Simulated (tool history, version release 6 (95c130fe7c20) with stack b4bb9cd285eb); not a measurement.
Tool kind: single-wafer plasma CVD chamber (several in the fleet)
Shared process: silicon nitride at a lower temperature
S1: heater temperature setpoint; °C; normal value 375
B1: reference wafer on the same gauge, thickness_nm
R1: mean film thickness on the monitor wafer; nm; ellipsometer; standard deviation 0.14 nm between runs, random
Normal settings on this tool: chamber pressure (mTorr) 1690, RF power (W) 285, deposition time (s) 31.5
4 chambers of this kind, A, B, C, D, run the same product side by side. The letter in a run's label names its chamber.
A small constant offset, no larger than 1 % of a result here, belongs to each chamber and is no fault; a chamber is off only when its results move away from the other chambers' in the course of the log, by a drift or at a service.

{"run": "1C", "hour": 4.8, "S1": 375, "chamber pressure (mTorr)": 1690, "RF power (W)": 285, "deposition time (s)": 31.5, "B1": 41.592, "R1": 36.097}
{"run": "2D", "hour": 13.9, "S1": 375, "chamber pressure (mTorr)": 1690, "RF power (W)": 285, "deposition time (s)": 31.5, "B1": 41.598, "R1": 36.263}
{"run": "3B", "hour": 22.4, "S1": 375, "chamber pressure (mTorr)": 1690, "RF power (W)": 285, "deposition time (s)": 31.5, "B1": 41.586, "R1": 35.922}
{"run": "4A", "hour": 30.0, "S1": 375, "chamber pressure (mTorr)": 1690, "RF power (W)": 285, "deposition time (s)": 31.5, "B1": 41.573, "R1": 35.708}
{"run": "5A", "hour": 38.3, "S1": 375, "chamber pressure (mTorr)": 1690, "RF power (W)": 255, "deposition time (s)": 27.1, "B1": 41.607, "R1": 28.494}
{"run": "6B", "hour": 46.8, "S1": 375, "chamber pressure (mTorr)": 1690, "RF power (W)": 255, "deposition time (s)": 27.1, "B1": 41.592, "R1": 28.696}
{"hour": 46.9, "done": "chamber C: thermocouple changed; heater temperature recalibrated"}
{"run": "7C", "hour": 54.8, "S1": 375, "chamber pressure (mTorr)": 1690, "RF power (W)": 255, "deposition time (s)": 27.1, "B1": 41.603, "R1": 28.773}
{"run": "8D", "hour": 63.8, "S1": 375, "chamber pressure (mTorr)": 1690, "RF power (W)": 255, "deposition time (s)": 27.1, "B1": 41.592, "R1": 28.86}
{"run": "9A", "hour": 71.3, "S1": 375, "chamber pressure (mTorr)": 1690, "RF power (W)": 285, "deposition time (s)": 31.5, "B1": 41.633, "R1": 35.543}
{"run": "10D", "hour": 79.5, "S1": 375, "chamber pressure (mTorr)": 1690, "RF power (W)": 285, "deposition time (s)": 31.5, "B1": 41.593, "R1": 36.232}
{"run": "11B", "hour": 87.4, "S1": 375, "chamber pressure (mTorr)": 1690, "RF power (W)": 285, "deposition time (s)": 31.5, "B1": 41.576, "R1": 35.907}
{"run": "12C", "hour": 94.2, "S1": 375, "chamber pressure (mTorr)": 1690, "RF power (W)": 285, "deposition time (s)": 31.5, "B1": 41.619, "R1": 35.936}
{"run": "13B", "hour": 102.6, "S1": 375, "chamber pressure (mTorr)": 1690, "RF power (W)": 285, "deposition time (s)": 31.5, "B1": 41.595, "R1": 35.953}
{"run": "14C", "hour": 107.6, "S1": 375, "chamber pressure (mTorr)": 1690, "RF power (W)": 285, "deposition time (s)": 31.5, "B1": 41.616, "R1": 35.885}
{"hour": 110.9, "done": "chamber B: capacitance manometer re-zeroed and calibrated"}
{"run": "15D", "hour": 113.9, "S1": 375, "chamber pressure (mTorr)": 1690, "RF power (W)": 285, "deposition time (s)": 31.5, "B1": 41.64, "R1": 36.383}
{"run": "16A", "hour": 119.8, "S1": 375, "chamber pressure (mTorr)": 1690, "RF power (W)": 285, "deposition time (s)": 31.5, "B1": 41.572, "R1": 35.665}
{"run": "17A", "hour": 128.0, "S1": 375, "chamber pressure (mTorr)": 1690, "RF power (W)": 285, "deposition time (s)": 31.5, "B1": 41.628, "R1": 35.692}
{"run": "18C", "hour": 133.5, "S1": 375, "chamber pressure (mTorr)": 1690, "RF power (W)": 285, "deposition time (s)": 31.5, "B1": 41.657, "R1": 36.153}
{"run": "19B", "hour": 139.1, "S1": 375, "chamber pressure (mTorr)": 1690, "RF power (W)": 285, "deposition time (s)": 31.5, "B1": 41.588, "R1": 36.139}
{"run": "20D", "hour": 145.8, "S1": 375, "chamber pressure (mTorr)": 1690, "RF power (W)": 285, "deposition time (s)": 31.5, "B1": 41.601, "R1": 35.958}
{"run": "21C", "hour": 151.0, "S1": 375, "chamber pressure (mTorr)": 1690, "RF power (W)": 285, "deposition time (s)": 31.5, "B1": 41.608, "R1": 36.113}
{"run": "22B", "hour": 155.4, "S1": 375, "chamber pressure (mTorr)": 1690, "RF power (W)": 285, "deposition time (s)": 31.5, "B1": 41.612, "R1": 36.078}
{"run": "23D", "hour": 164.9, "S1": 375, "chamber pressure (mTorr)": 1690, "RF power (W)": 285, "deposition time (s)": 31.5, "B1": 41.629, "R1": 36.12}
{"run": "24A", "hour": 171.9, "S1": 361, "chamber pressure (mTorr)": 1690, "RF power (W)": 285, "deposition time (s)": 31.5, "B1": 41.608, "R1": 35.972}
{"run": "25B", "hour": 178.2, "S1": 361, "chamber pressure (mTorr)": 1690, "RF power (W)": 285, "deposition time (s)": 31.5, "B1": 41.544, "R1": 36.361}
{"run": "26D", "hour": 187.8, "S1": 361, "chamber pressure (mTorr)": 1690, "RF power (W)": 285, "deposition time (s)": 31.5, "B1": 41.608, "R1": 36.254}
{"run": "27A", "hour": 192.9, "S1": 361, "chamber pressure (mTorr)": 1690, "RF power (W)": 285, "deposition time (s)": 31.5, "B1": 41.596, "R1": 35.912}
{"run": "28C", "hour": 201.0, "S1": 375, "chamber pressure (mTorr)": 1690, "RF power (W)": 285, "deposition time (s)": 31.5, "B1": 41.607, "R1": 35.977}
{"run": "29D", "hour": 206.1, "S1": 375, "chamber pressure (mTorr)": 1690, "RF power (W)": 285, "deposition time (s)": 31.5, "B1": 41.592, "R1": 35.933}
{"run": "30C", "hour": 210.9, "S1": 375, "chamber pressure (mTorr)": 1690, "RF power (W)": 285, "deposition time (s)": 31.5, "B1": 41.596, "R1": 35.979}
{"run": "31B", "hour": 219.8, "S1": 375, "chamber pressure (mTorr)": 1690, "RF power (W)": 285, "deposition time (s)": 31.5, "B1": 41.613, "R1": 36.314}
{"run": "32A", "hour": 224.6, "S1": 375, "chamber pressure (mTorr)": 1690, "RF power (W)": 285, "deposition time (s)": 31.5, "B1": 41.62, "R1": 35.686}

Which is it: a chamber that has drifted or been left off by a service, a gauge drift common to all chambers, or only each chamber's usual small offset? If a chamber is off, name it and its likeliest cause.

Neither any chamber nor the gauge drifts; the chambers differ only by their own small, steady offsets.
